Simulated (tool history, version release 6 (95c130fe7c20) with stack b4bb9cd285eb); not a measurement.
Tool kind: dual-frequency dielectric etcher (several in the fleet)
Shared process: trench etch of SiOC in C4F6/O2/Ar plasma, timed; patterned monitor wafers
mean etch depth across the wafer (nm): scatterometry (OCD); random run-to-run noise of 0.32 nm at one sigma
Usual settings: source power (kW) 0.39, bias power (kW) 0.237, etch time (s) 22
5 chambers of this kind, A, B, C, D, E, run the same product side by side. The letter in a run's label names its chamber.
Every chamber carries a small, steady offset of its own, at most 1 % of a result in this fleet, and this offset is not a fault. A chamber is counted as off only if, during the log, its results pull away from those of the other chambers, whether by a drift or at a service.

run,hour,source power (kW),bias power (kW),etch time (s),hours since the last wet clean,hours since the last source power generator calibration,hours since the last bias power generator calibration,"read-back reference wafer on the same gauge, depth_nm",mean etch depth across the wafer (nm)
1E,14.1,0.39,0.237,22,365.8,1828.2,1716.9,58.106,49.363
# hour 22.4: chamber A: wet clean of the chamber
2A,29.7,0.39,0.237,22,7.4,323.7,1656.9,58.077,49.373
3D,37.4,0.39,0.237,22,345.6,313.4,3166,58.078,49.491
4C,47.3,0.39,0.237,22,325.3,2492.3,1086.3,58.12,49.678
5B,58.7,0.45,0.237,22,64,363,1092.8,58.055,52.359
6A,72.7,0.45,0.237,22,50.4,366.7,1699.9,58.197,52.478
# hour 80.5: chamber D: wet clean of the chamber
7B,84.8,0.45,0.237,22,90.1,389.1,1118.9,58.125,52.718
8E,95.7,0.45,0.237,22,447.4,1909.8,1798.5,58.066,52.479
# hour 99.7: chamber E: wet clean of the chamber
9D,111.3,0.45,0.237,22,30.9,387.3,3239.9,58.161,52.157
10C,125.9,0.39,0.237,22,403.9,2570.9,1164.9,58.125,50.127
# hour 132.2: chamber A: bias power generator calibrated
11C,138.9,0.39,0.237,22,416.9,2583.9,1177.9,58.12,49.694
12A,152.9,0.39,0.237,22,130.6,446.9,20.8,58.004,49.622
13E,165.1,0.39,0.237,22,65.4,1979.2,1867.9,58.103,48.885
14B,177.4,0.39,0.237,22,182.7,481.7,1211.5,58.042,49.94
15D,190.2,0.39,0.237,22,109.8,466.2,3318.8,58.133,49.209
16B,205.6,0.42,0.237,22,210.9,509.9,1239.7,58.13,51.458
17A,216.8,0.42,0.237,22,194.5,510.8,84.7,57.966,50.618
18C,229.1,0.42,0.237,22,507.1,2674.1,1268.1,58.071,51.281
19E,240.9,0.42,0.237,22,141.2,2055,1943.7,58.066,50.199
20D,254.6,0.42,0.237,22,174.2,530.6,3383.2,58.118,50.785
21D,270.3,0.39,0.237,22,189.9,546.3,3398.9,58.115,49.896
22C,280.1,0.39,0.18,27,558.1,2725.1,1319.1,58.169,55.74
# hour 289.1: chamber C: wet clean of the chamber
23B,292.2,0.39,0.18,27,297.5,596.5,1326.3,58.127,55.796
24E,299.9,0.39,0.18,27,200.2,2114,2002.7,58.152,55.458
25A,314.1,0.39,0.18,27,291.8,608.1,182,58.122,55.058
26D,324.6,0.39,0.18,27,244.2,600.6,3453.2,58.069,55.242
27B,337.9,0.39,0.237,27.5,343.2,642.2,1372,58.128,62.623
28A,345.6,0.39,0.237,27.5,323.3,639.6,213.5,58.143,61.772
# hour 345.8: chamber D: bias power generator calibrated
29C,357.4,0.39,0.237,27.5,68.4,2802.4,1396.4,58.049,62.625
30E,365,0.39,0.237,27.5,265.3,2179.1,2067.8,58.089,61.851
31E,381.6,0.39,0.237,27.5,281.9,2195.7,2084.4,58.018,61.241
32D,391.4,0.39,0.237,22,311,667.4,45.6,58.041,49.644
33A,405.4,0.39,0.237,22,383.1,699.4,273.3,58.194,49.004
# hour 408.4: chamber B: wet clean of the chamber
34B,419.6,0.39,0.237,22,11.2,723.9,1453.7,58.136,49.621
35C,432.4,0.39,0.237,22,143.4,2877.4,1471.4,58.066,50.353
36C,440.1,0.39,0.184,19,151.1,2885.1,1479.1,58.159,39.623
37A,452,0.39,0.184,19,429.7,746,319.9,58.176,39.688
38E,466.2,0.39,0.184,19,366.5,2280.3,2169,58.065,39.33
39B,476.6,0.39,0.184,19,68.2,780.9,1510.7,58.15,39.556

Read the log: is a single chamber off, either drifting away or since a service, is the gauge that measures every chamber drifting, or is nothing wrong beyond small per-chamber offsets? Name any odd chamber and what most likely caused it.

Beyond each chamber's small constant offset nothing stands out, and the gauge stays steady.
